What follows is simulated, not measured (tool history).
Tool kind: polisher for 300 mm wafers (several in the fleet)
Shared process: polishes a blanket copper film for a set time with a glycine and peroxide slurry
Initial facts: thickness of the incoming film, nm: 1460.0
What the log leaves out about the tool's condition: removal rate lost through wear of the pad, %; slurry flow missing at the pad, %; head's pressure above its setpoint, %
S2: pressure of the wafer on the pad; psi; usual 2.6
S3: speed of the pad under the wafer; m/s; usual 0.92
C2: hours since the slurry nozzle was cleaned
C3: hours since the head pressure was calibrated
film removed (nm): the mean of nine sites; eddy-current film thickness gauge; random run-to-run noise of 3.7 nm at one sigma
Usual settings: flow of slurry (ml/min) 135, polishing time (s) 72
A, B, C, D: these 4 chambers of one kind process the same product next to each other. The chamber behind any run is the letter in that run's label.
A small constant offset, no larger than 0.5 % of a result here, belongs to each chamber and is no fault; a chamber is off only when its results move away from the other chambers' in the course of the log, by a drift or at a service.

run 1B day=0.258 | flow_of_slurry_(ml/min)=135 S2=2.6 S3=0.92 polishing_time_(s)=72 | wafers_polished_on_this_pad=394 C2=508.3 C3=694 | film_removed_(nm)=419.54
-- day=0.358 chamber A: worn pad replaced by a new one
run 2A day=0.592 | flow_of_slurry_(ml/min)=135 S2=2.6 S3=0.92 polishing_time_(s)=72 | wafers_polished_on_this_pad=81 C2=23.9 C3=281.3 | film_removed_(nm)=415.91
run 3C day=0.929 | flow_of_slurry_(ml/min)=135 S2=2.6 S3=0.92 polishing_time_(s)=72 | wafers_polished_on_this_pad=431 C2=142.5 C3=166.4 | film_removed_(nm)=415.3
-- day=0.992 chamber B: head pressure recalibrated
run 4D day=1.196 | flow_of_slurry_(ml/min)=135 S2=2.6 S3=0.92 polishing_time_(s)=72 | wafers_polished_on_this_pad=1192 C2=353.5 C3=183.5 | film_removed_(nm)=418.94
-- day=1.446 chamber B: worn pad replaced by a new one
run 5D day=1.508 | flow_of_slurry_(ml/min)=135 S2=2.6 S3=0.92 polishing_time_(s)=72 | wafers_polished_on_this_pad=1300 C2=361 C3=191 | film_removed_(nm)=415.57
run 6B day=1.871 | flow_of_slurry_(ml/min)=135 S2=2.6 S3=0.92 polishing_time_(s)=72 | wafers_polished_on_this_pad=148 C2=547 C3=21.2 | film_removed_(nm)=422.17
-- day=1.896 chamber D: worn pad replaced by a new one
-- day=2.012 chamber C: worn pad replaced by a new one
run 7C day=2.112 | flow_of_slurry_(ml/min)=135 S2=2.6 S3=0.92 polishing_time_(s)=72 | wafers_polished_on_this_pad=35 C2=170.9 C3=194.8 | film_removed_(nm)=421.31
run 8A day=2.488 | flow_of_slurry_(ml/min)=135 S2=2.6 S3=0.92 polishing_time_(s)=72 | wafers_polished_on_this_pad=739 C2=69.4 C3=326.8 | film_removed_(nm)=419.88
run 9A day=2.688 | flow_of_slurry_(ml/min)=135 S2=2.6 S3=0.92 polishing_time_(s)=72 | wafers_polished_on_this_pad=809 C2=74.2 C3=331.6 | film_removed_(nm)=416.59
-- day=2.842 chamber A: worn pad replaced by a new one
run 10C day=2.867 | flow_of_slurry_(ml/min)=135 S2=2.6 S3=0.92 polishing_time_(s)=72 | wafers_polished_on_this_pad=297 C2=189 C3=212.9 | film_removed_(nm)=411.89
run 11B day=3.192 | flow_of_slurry_(ml/min)=135 S2=2.6 S3=0.92 polishing_time_(s)=72 | wafers_polished_on_this_pad=607 C2=578.7 C3=52.9 | film_removed_(nm)=418.48
-- day=3.492 chamber B: slurry nozzle cleaned
run 12D day=3.558 | flow_of_slurry_(ml/min)=135 S2=2.6 S3=1.06 polishing_time_(s)=72 | wafers_polished_on_this_pad=577 C2=410.2 C3=240.2 | film_removed_(nm)=465.76
run 13D day=3.842 | flow_of_slurry_(ml/min)=135 S2=2.6 S3=1.06 polishing_time_(s)=72 | wafers_polished_on_this_pad=675 C2=417 C3=247 | film_removed_(nm)=463.22
-- day=3.879 chamber B: worn pad replaced by a new one
run 14B day=4.192 | flow_of_slurry_(ml/min)=135 S2=2.6 S3=1.06 polishing_time_(s)=72 | wafers_polished_on_this_pad=109 C2=16.9 C3=76.9 | film_removed_(nm)=472.35
-- day=4.454 chamber C: worn pad replaced by a new one
run 15A day=4.546 | flow_of_slurry_(ml/min)=135 S2=2.6 S3=1.06 polishing_time_(s)=72 | wafers_polished_on_this_pad=592 C2=118.8 C3=376.2 | film_removed_(nm)=469.61
run 16C day=4.921 | flow_of_slurry_(ml/min)=135 S2=2.6 S3=0.92 polishing_time_(s)=72 | wafers_polished_on_this_pad=162 C2=238.3 C3=262.2 | film_removed_(nm)=407.04
run 17C day=5.121 | flow_of_slurry_(ml/min)=135 S2=2.6 S3=0.92 polishing_time_(s)=72 | wafers_polished_on_this_pad=232 C2=243.1 C3=267 | film_removed_(nm)=411.55
run 18A day=5.329 | flow_of_slurry_(ml/min)=135 S2=1.9 S3=0.92 polishing_time_(s)=72 | wafers_polished_on_this_pad=864 C2=137.6 C3=395 | film_removed_(nm)=320.79
-- day=5.421 chamber A: worn pad replaced by a new one
run 19B day=5.496 | flow_of_slurry_(ml/min)=135 S2=1.9 S3=0.92 polishing_time_(s)=72 | wafers_polished_on_this_pad=562 C2=48.2 C3=108.2 | film_removed_(nm)=328.16
run 20D day=5.742 | flow_of_slurry_(ml/min)=135 S2=1.9 S3=0.92 polishing_time_(s)=72 | wafers_polished_on_this_pad=1334 C2=462.6 C3=292.6 | film_removed_(nm)=332.73
-- day=5.8 chamber B: worn pad replaced by a new one
-- day=6.046 chamber D: worn pad replaced by a new one
run 21C day=6.112 | flow_of_slurry_(ml/min)=135 S2=1.9 S3=0.92 polishing_time_(s)=72 | wafers_polished_on_this_pad=576 C2=266.9 C3=290.8 | film_removed_(nm)=315.01
run 22A day=6.388 | flow_of_slurry_(ml/min)=135 S2=2.6 S3=0.92 polishing_time_(s)=72 | wafers_polished_on_this_pad=336 C2=163 C3=420.4 | film_removed_(nm)=421.71
run 23B day=6.558 | flow_of_slurry_(ml/min)=135 S2=2.6 S3=0.92 polishing_time_(s)=72 | wafers_polished_on_this_pad=263 C2=73.7 C3=133.7 | film_removed_(nm)=418.42
-- day=6.717 chamber C: worn pad replaced by a new one
run 24D day=6.942 | flow_of_slurry_(ml/min)=135 S2=3.2 S3=1.22 polishing_time_(s)=72 | wafers_polished_on_this_pad=311 C2=491.4 C3=321.4 | film_removed_(nm)=622.22
run 25B day=7.242 | flow_of_slurry_(ml/min)=135 S2=3.2 S3=1.22 polishing_time_(s)=72 | wafers_polished_on_this_pad=501 C2=90.1 C3=150.1 | film_removed_(nm)=632.82
run 26D day=7.571 | flow_of_slurry_(ml/min)=135 S2=3.2 S3=1.22 polishing_time_(s)=72 | wafers_polished_on_this_pad=529 C2=506.5 C3=336.5 | film_removed_(nm)=623.83
-- day=7.754 chamber A: worn pad replaced by a new one
run 27C day=7.867 | flow_of_slurry_(ml/min)=135 S2=3.2 S3=1.22 polishing_time_(s)=72 | wafers_polished_on_this_pad=400 C2=309 C3=332.9 | film_removed_(nm)=589.58
-- day=8.05 chamber A: slurry nozzle cleaned
run 28A day=8.179 | flow_of_slurry_(ml/min)=135 S2=2.6 S3=0.92 polishing_time_(s)=72 | wafers_polished_on_this_pad=147 C2=3.2 C3=463.4 | film_removed_(nm)=415.55
-- day=8.283 chamber B: worn pad replaced by a new one
run 29B day=8.5 | flow_of_slurry_(ml/min)=135 S2=2.6 S3=0.92 polishing_time_(s)=72 | wafers_polished_on_this_pad=75 C2=120.3 C3=180.3 | film_removed_(nm)=421.33
run 30D day=8.817 | flow_of_slurry_(ml/min)=135 S2=2.6 S3=0.92 polishing_time_(s)=72 | wafers_polished_on_this_pad=962 C2=536.4 C3=366.4 | film_removed_(nm)=414
run 31C day=9.125 | flow_of_slurry_(ml/min)=100 S2=2.1 S3=0.92 polishing_time_(s)=72 | wafers_polished_on_this_pad=836 C2=339.2 C3=363.1 | film_removed_(nm)=300.16
-- day=9.283 chamber C: worn pad replaced by a new one
run 32A day=9.488 | flow_of_slurry_(ml/min)=100 S2=2.1 S3=0.92 polishing_time_(s)=72 | wafers_polished_on_this_pad=601 C2=34.6 C3=494.8 | film_removed_(nm)=328.68
run 33A day=9.854 | flow_of_slurry_(ml/min)=100 S2=2.1 S3=0.92 polishing_time_(s)=72 | wafers_polished_on_this_pad=728 C2=43.4 C3=503.6 | film_removed_(nm)=332.95
run 34C day=10.129 | flow_of_slurry_(ml/min)=100 S2=2.1 S3=0.92 polishing_time_(s)=72 | wafers_polished_on_this_pad=294 C2=363.3 C3=387.2 | film_removed_(nm)=296.94
-- day=10.158 chamber D: worn pad replaced by a new one
run 35D day=10.321 | flow_of_slurry_(ml/min)=135 S2=2.6 S3=0.92 polishing_time_(s)=72 | wafers_polished_on_this_pad=57 C2=572.5 C3=402.5 | film_removed_(nm)=418.57
-- day=10.529 chamber B: worn pad replaced by a new one
run 36B day=10.654 | flow_of_slurry_(ml/min)=135 S2=2.6 S3=0.92 polishing_time_(s)=72 | wafers_polished_on_this_pad=43 C2=172 C3=232 | film_removed_(nm)=415.05
run 37B day=10.842 | flow_of_slurry_(ml/min)=135 S2=2.6 S3=0.92 polishing_time_(s)=72 | wafers_polished_on_this_pad=108 C2=176.5 C3=236.5 | film_removed_(nm)=416.55
run 38D day=11.05 | flow_of_slurry_(ml/min)=170 S2=2.6 S3=0.92 polishing_time_(s)=58 | wafers_polished_on_this_pad=310 C2=590 C3=420 | film_removed_(nm)=352.06
run 39C day=11.283 | flow_of_slurry_(ml/min)=170 S2=2.6 S3=0.92 polishing_time_(s)=58 | wafers_polished_on_this_pad=695 C2=391 C3=414.9 | film_removed_(nm)=324.59

For the next run the whole fleet of 4 chambers uses the same settings. Give each chamber's results:
run 40A day=11.562 | flow_of_slurry_(ml/min)=135 S2=2.6 S3=1.18 polishing_time_(s)=72 | film_removed_(nm)=?
run 40B day=11.562 | flow_of_slurry_(ml/min)=135 S2=2.6 S3=1.18 polishing_time_(s)=72 | film_removed_(nm)=?
run 40C day=11.562 | flow_of_slurry_(ml/min)=135 S2=2.6 S3=1.18 polishing_time_(s)=72 | film_removed_(nm)=?
run 40D day=11.562 | flow_of_slurry_(ml/min)=135 S2=2.6 S3=1.18 polishing_time_(s)=72 | film_removed_(nm)=?

run=40A film_removed_(nm)=505.21
run=40B film_removed_(nm)=512.17
run=40C film_removed_(nm)=461.12
run=40D film_removed_(nm)=514.42
